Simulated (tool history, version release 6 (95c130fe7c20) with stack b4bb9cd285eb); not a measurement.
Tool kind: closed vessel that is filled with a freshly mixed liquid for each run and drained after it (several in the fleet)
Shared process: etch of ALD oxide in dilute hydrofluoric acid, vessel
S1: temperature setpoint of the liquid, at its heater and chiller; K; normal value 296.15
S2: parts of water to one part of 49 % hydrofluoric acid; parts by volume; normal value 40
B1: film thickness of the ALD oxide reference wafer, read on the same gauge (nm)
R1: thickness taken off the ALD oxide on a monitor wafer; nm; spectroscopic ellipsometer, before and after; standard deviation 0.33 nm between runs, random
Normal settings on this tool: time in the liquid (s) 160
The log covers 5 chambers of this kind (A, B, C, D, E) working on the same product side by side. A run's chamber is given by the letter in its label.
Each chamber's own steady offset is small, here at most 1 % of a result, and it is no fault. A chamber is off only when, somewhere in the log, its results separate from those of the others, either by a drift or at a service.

run 1D day=0.088 | S1=296.15 S2=40 time_in_the_liquid_(s)=160 | B1=79.984 | R1=54.28
run 2E day=0.246 | S1=296.15 S2=40 time_in_the_liquid_(s)=160 | B1=80.015 | R1=53.211
run 3B day=0.425 | S1=296.15 S2=40 time_in_the_liquid_(s)=160 | B1=79.999 | R1=53.43
run 4C day=0.538 | S1=296.15 S2=40 time_in_the_liquid_(s)=160 | B1=79.98 | R1=54.244
run 5A day=0.625 | S1=296.15 S2=40 time_in_the_liquid_(s)=160 | B1=80.006 | R1=53.64
run 6D day=0.788 | S1=296.15 S2=40 time_in_the_liquid_(s)=160 | B1=79.993 | R1=53.992
-- day=0.817 chamber A: hydrofluoric acid flow meter replaced
run 7C day=0.875 | S1=296.15 S2=40 time_in_the_liquid_(s)=160 | B1=80.014 | R1=54.429
run 8E day=0.996 | S1=296.15 S2=40 time_in_the_liquid_(s)=160 | B1=80.02 | R1=53.151
run 9B day=1.175 | S1=299.65 S2=40 time_in_the_liquid_(s)=160 | B1=79.996 | R1=62.702
run 10A day=1.288 | S1=299.65 S2=40 time_in_the_liquid_(s)=160 | B1=80.005 | R1=62.081
run 11C day=1.446 | S1=299.65 S2=40 time_in_the_liquid_(s)=160 | B1=80.022 | R1=62.597
run 12A day=1.579 | S1=299.65 S2=40 time_in_the_liquid_(s)=160 | B1=79.995 | R1=62.114
run 13B day=1.692 | S1=299.65 S2=40 time_in_the_liquid_(s)=160 | B1=79.997 | R1=62.05
run 14D day=1.871 | S1=296.15 S2=40 time_in_the_liquid_(s)=160 | B1=79.993 | R1=53.975
run 15E day=2.012 | S1=296.15 S2=40 time_in_the_liquid_(s)=160 | B1=80.007 | R1=53.812
run 16E day=2.117 | S1=296.15 S2=40 time_in_the_liquid_(s)=160 | B1=80.019 | R1=54.514
run 17D day=2.25 | S1=296.15 S2=40 time_in_the_liquid_(s)=160 | B1=80.002 | R1=54.083
run 18A day=2.408 | S1=296.15 S2=40 time_in_the_liquid_(s)=160 | B1=79.993 | R1=53.185
run 19C day=2.542 | S1=298.65 S2=30 time_in_the_liquid_(s)=160 | B1=80.01 | R1=79.839
run 20B day=2.688 | S1=298.65 S2=30 time_in_the_liquid_(s)=160 | B1=80.011 | R1=80.131
run 21B day=2.858 | S1=298.65 S2=30 time_in_the_liquid_(s)=160 | B1=79.992 | R1=79.531
run 22C day=2.975 | S1=298.65 S2=30 time_in_the_liquid_(s)=160 | B1=80.001 | R1=80.861
run 23E day=3.121 | S1=298.65 S2=30 time_in_the_liquid_(s)=160 | B1=79.989 | R1=83.781
run 24A day=3.283 | S1=296.15 S2=40 time_in_the_liquid_(s)=160 | B1=80.007 | R1=53.998
run 25D day=3.383 | S1=296.15 S2=40 time_in_the_liquid_(s)=250 | B1=80.018 | R1=84.793
run 26B day=3.479 | S1=296.15 S2=40 time_in_the_liquid_(s)=250 | B1=79.997 | R1=84.977
run 27A day=3.662 | S1=296.15 S2=40 time_in_the_liquid_(s)=250 | B1=80.001 | R1=84.843
run 28C day=3.758 | S1=296.15 S2=40 time_in_the_liquid_(s)=250 | B1=79.985 | R1=84.004
run 29D day=3.9 | S1=296.15 S2=40 time_in_the_liquid_(s)=250 | B1=79.996 | R1=84.317
run 30E day=4.079 | S1=296.15 S2=40 time_in_the_liquid_(s)=160 | B1=80.011 | R1=56.619
run 31B day=4.238 | S1=296.15 S2=40 time_in_the_liquid_(s)=160 | B1=79.994 | R1=54.397

Is one chamber out of step, is the gauge drifting, or do the chambers differ by no more than their own small offsets? For an off chamber, give its letter and the likeliest cause.

One chamber, E, drifts off from the rest bit by bit.
Most likely cause: liquid hotter than its thermometer reads (K) = 1.86.
The log might look much the same if the cause were instead: hydrofluoric acid flow above the setpoint (%).

Which of the 4 candidates below, each the usual settings with something changed and its results left as question marks, puts chamber E back in line with what the other chambers give on the usual settings?
In line here means within this much of the mean the other chambers give on the usual settings: R1 1.2 nm
run 32E-1 day=4.379 | S1=297.65 S2=40 time_in_the_liquid_(s)=160 | R1=?
run 32E-2 day=4.379 | S1=296.15 S2=40 time_in_the_liquid_(s)=150 | R1=?
run 32E-3 day=4.379 | S1=293.15 S2=40 time_in_the_liquid_(s)=160 | R1=?
run 32E-4 day=4.379 | S1=299.15 S2=40 time_in_the_liquid_(s)=160 | R1=?

What the other chambers average on the usual settings: R1 53.761 nm
run=32E-1 R1=61.241
run=32E-2 R1=54.034
run=32E-3 R1=50.967
run=32E-4 R1=65.026
The answer is 32E-2, which returns the chamber to within the allowed miss of the others.
